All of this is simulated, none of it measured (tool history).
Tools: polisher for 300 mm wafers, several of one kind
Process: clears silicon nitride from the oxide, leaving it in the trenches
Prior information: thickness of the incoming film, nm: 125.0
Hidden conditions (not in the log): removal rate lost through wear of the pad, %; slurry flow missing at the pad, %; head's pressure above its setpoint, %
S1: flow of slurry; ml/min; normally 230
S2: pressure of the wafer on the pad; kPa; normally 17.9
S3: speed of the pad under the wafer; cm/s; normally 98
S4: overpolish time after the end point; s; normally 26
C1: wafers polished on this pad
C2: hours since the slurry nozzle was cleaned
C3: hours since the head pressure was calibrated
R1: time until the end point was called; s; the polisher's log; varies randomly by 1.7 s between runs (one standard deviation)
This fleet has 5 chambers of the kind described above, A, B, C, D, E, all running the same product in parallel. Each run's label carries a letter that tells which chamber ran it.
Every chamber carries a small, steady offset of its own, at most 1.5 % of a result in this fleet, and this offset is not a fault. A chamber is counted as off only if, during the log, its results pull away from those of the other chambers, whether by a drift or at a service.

{"hour": 6.2, "done": "chamber A: worn pad replaced by a new one"}
{"run": "1A", "hour": 8.0, "S1": 230, "S2": 17.9, "S3": 98, "S4": 26, "C1": 13, "C2": 69.8, "C3": 104.8, "R1": 176.55}
{"run": "2C", "hour": 21.4, "S1": 230, "S2": 17.9, "S3": 98, "S4": 26, "C1": 512, "C2": 28.4, "C3": 1094.3, "R1": 176.82}
{"run": "3E", "hour": 29.7, "S1": 230, "S2": 17.9, "S3": 98, "S4": 26, "C1": 819, "C2": 363.0, "C3": 415.0, "R1": 172.23}
{"run": "4B", "hour": 37.2, "S1": 230, "S2": 17.9, "S3": 98, "S4": 26, "C1": 796, "C2": 422.7, "C3": 858.0, "R1": 176.63}
{"run": "5D", "hour": 50.9, "S1": 230, "S2": 17.9, "S3": 98, "S4": 26, "C1": 823, "C2": 464.2, "C3": 762.6, "R1": 177.95}
{"run": "6C", "hour": 57.8, "S1": 230, "S2": 17.9, "S3": 98, "S4": 26, "C1": 773, "C2": 64.8, "C3": 1130.7, "R1": 176.52}
{"hour": 59.3, "done": "chamber D: worn pad replaced by a new one"}
{"hour": 71.1, "done": "chamber C: worn pad replaced by a new one"}
{"run": "7A", "hour": 71.1, "S1": 230, "S2": 17.9, "S3": 98, "S4": 26, "C1": 464, "C2": 132.9, "C3": 167.9, "R1": 175.76}
{"run": "8B", "hour": 78.0, "S1": 230, "S2": 17.9, "S3": 98, "S4": 26, "C1": 1088, "C2": 463.5, "C3": 898.8, "R1": 177.8}
{"run": "9D", "hour": 87.7, "S1": 230, "S2": 17.9, "S3": 98, "S4": 26, "C1": 203, "C2": 501.0, "C3": 799.4, "R1": 181.07}
{"run": "10E", "hour": 101.1, "S1": 230, "S2": 17.9, "S3": 98, "S4": 26, "C1": 1329, "C2": 434.4, "C3": 486.4, "R1": 172.81}
{"run": "11B", "hour": 115.2, "S1": 230, "S2": 17.9, "S3": 98, "S4": 26, "C1": 1354, "C2": 500.7, "C3": 936.0, "R1": 174.58}
{"run": "12A", "hour": 122.1, "S1": 230, "S2": 17.9, "S3": 98, "S4": 26, "C1": 829, "C2": 183.9, "C3": 218.9, "R1": 175.54}
{"hour": 125.0, "done": "chamber B: worn pad replaced by a new one"}
{"hour": 126.4, "done": "chamber E: worn pad replaced by a new one"}
{"run": "13C", "hour": 133.9, "S1": 230, "S2": 17.9, "S3": 98, "S4": 26, "C1": 449, "C2": 140.9, "C3": 1206.8, "R1": 180.3}
{"hour": 137.5, "done": "chamber E: head pressure recalibrated"}
{"run": "14E", "hour": 146.4, "S1": 230, "S2": 17.9, "S3": 98, "S4": 26, "C1": 143, "C2": 479.7, "C3": 8.9, "R1": 174.15}
{"hour": 148.9, "done": "chamber A: worn pad replaced by a new one"}
{"run": "15D", "hour": 160.5, "S1": 230, "S2": 17.9, "S3": 98, "S4": 26, "C1": 724, "C2": 573.8, "C3": 872.2, "R1": 176.45}
{"hour": 165.6, "done": "chamber D: worn pad replaced by a new one"}
{"run": "16A", "hour": 172.0, "S1": 230, "S2": 17.9, "S3": 98, "S4": 26, "C1": 165, "C2": 233.8, "C3": 268.8, "R1": 176.29}
{"hour": 182.7, "done": "chamber B: slurry nozzle cleaned"}
{"run": "17B", "hour": 183.1, "S1": 230, "S2": 17.9, "S3": 98, "S4": 26, "C1": 416, "C2": 0.4, "C3": 1003.9, "R1": 175.87}
{"run": "18C", "hour": 193.0, "S1": 230, "S2": 17.9, "S3": 98, "S4": 26, "C1": 872, "C2": 200.0, "C3": 1265.9, "R1": 176.93}
{"hour": 193.3, "done": "chamber C: worn pad replaced by a new one"}
{"run": "19D", "hour": 202.0, "S1": 230, "S2": 17.9, "S3": 98, "S4": 26, "C1": 260, "C2": 615.3, "C3": 913.7, "R1": 178.32}
{"run": "20E", "hour": 214.9, "S1": 230, "S2": 17.9, "S3": 98, "S4": 26, "C1": 633, "C2": 548.2, "C3": 77.4, "R1": 175.47}
{"run": "21D", "hour": 225.6, "S1": 230, "S2": 17.9, "S3": 98, "S4": 26, "C1": 429, "C2": 638.9, "C3": 937.3, "R1": 180.36}
{"run": "22E", "hour": 235.9, "S1": 230, "S2": 17.9, "S3": 98, "S4": 26, "C1": 783, "C2": 569.2, "C3": 98.4, "R1": 174.2}
{"run": "23C", "hour": 244.0, "S1": 230, "S2": 17.9, "S3": 98, "S4": 26, "C1": 363, "C2": 251.0, "C3": 1316.9, "R1": 179.0}
{"run": "24B", "hour": 254.1, "S1": 230, "S2": 17.9, "S3": 98, "S4": 26, "C1": 924, "C2": 71.4, "C3": 1074.9, "R1": 174.04}
{"run": "25A", "hour": 266.2, "S1": 230, "S2": 17.9, "S3": 98, "S4": 26, "C1": 839, "C2": 328.0, "C3": 363.0, "R1": 173.11}
{"hour": 267.6, "done": "chamber A: worn pad replaced by a new one"}
{"hour": 275.8, "done": "chamber D: worn pad replaced by a new one"}
{"run": "26C", "hour": 277.8, "S1": 230, "S2": 17.9, "S3": 98, "S4": 26, "C1": 604, "C2": 284.8, "C3": 1350.7, "R1": 177.09}
{"hour": 279.8, "done": "chamber A: head pressure recalibrated"}
{"run": "27E", "hour": 286.6, "S1": 230, "S2": 17.9, "S3": 98, "S4": 26, "C1": 1146, "C2": 619.9, "C3": 149.1, "R1": 175.25}
{"run": "28D", "hour": 292.8, "S1": 230, "S2": 17.9, "S3": 98, "S4": 26, "C1": 122, "C2": 706.1, "C3": 1004.5, "R1": 186.04}
{"hour": 304.3, "done": "chamber E: worn pad replaced by a new one"}
{"run": "29B", "hour": 304.3, "S1": 230, "S2": 17.9, "S3": 98, "S4": 26, "C1": 1283, "C2": 121.6, "C3": 1125.1, "R1": 173.7}
{"hour": 306.3, "done": "chamber C: worn pad replaced by a new one"}
{"run": "30A", "hour": 314.0, "S1": 230, "S2": 17.9, "S3": 98, "S4": 26, "C1": 331, "C2": 375.8, "C3": 34.3, "R1": 174.99}
{"run": "31B", "hour": 327.1, "S1": 230, "S2": 17.9, "S3": 98, "S4": 26, "C1": 1446, "C2": 144.4, "C3": 1147.9, "R1": 172.5}
{"run": "32E", "hour": 334.8, "S1": 230, "S2": 17.9, "S3": 98, "S4": 26, "C1": 218, "C2": 668.1, "C3": 197.3, "R1": 174.39}
{"hour": 345.6, "done": "chamber B: worn pad replaced by a new one"}
{"run": "33A", "hour": 348.7, "S1": 230, "S2": 17.9, "S3": 98, "S4": 26, "C1": 580, "C2": 410.5, "C3": 69.0, "R1": 174.7}
{"run": "34D", "hour": 361.6, "S1": 230, "S2": 17.9, "S3": 98, "S4": 26, "C1": 614, "C2": 774.9, "C3": 1073.3, "R1": 190.43}
{"hour": 366.1, "done": "chamber C: head pressure recalibrated"}
{"run": "35C", "hour": 372.0, "S1": 230, "S2": 17.9, "S3": 98, "S4": 26, "C1": 470, "C2": 379.0, "C3": 5.9, "R1": 177.54}
{"run": "36B", "hour": 383.5, "S1": 230, "S2": 17.9, "S3": 74, "S4": 26, "C1": 271, "C2": 200.8, "C3": 1204.3, "R1": 231.24}
{"hour": 384.4, "done": "chamber D: worn pad replaced by a new one"}
{"run": "37D", "hour": 390.9, "S1": 230, "S2": 17.9, "S3": 74, "S4": 26, "C1": 46, "C2": 804.2, "C3": 1102.6, "R1": 252.6}

Does one chamber stand apart from the rest, does the shared gauge drift, or is all well apart from small per-chamber offsets? Give the chamber and the most likely cause, where there is one.

It is chamber D that slowly wanders off from its peers.
Cause: slurry flow missing at the pad, % = 38.1.
With only this log, it may be confused with: head's pressure below its setpoint, %.

Below are 4 candidate recipes for chamber D's next run, each the usual settings with a change, their results shown as question marks. Which of them brings D's results back in line with what the other chambers give on the usual settings?
To be in line, a result may differ from the other chambers' mean on the usual settings by at most: R1 5.90 s
{"run": "38D-1", "hour": 401.1, "S1": 230, "S2": 18.6, "S3": 102, "S4": 26, "R1": "?"}
{"run": "38D-2", "hour": 401.1, "S1": 235, "S2": 19.3, "S3": 106, "S4": 26, "R1": "?"}
{"run": "38D-3", "hour": 401.1, "S1": 230, "S2": 16.5, "S3": 98, "S4": 26, "R1": "?"}
{"run": "38D-4", "hour": 401.1, "S1": 225, "S2": 16.5, "S3": 92, "S4": 26, "R1": "?"}

The other chambers' mean on the usual settings: R1 175.82 s
run=38D-1 R1=175.45
run=38D-2 R1=162.19
run=38D-3 R1=205.17
run=38D-4 R1=219.60
38D-1 is the one that brings the chamber's results back in line with the other chambers.
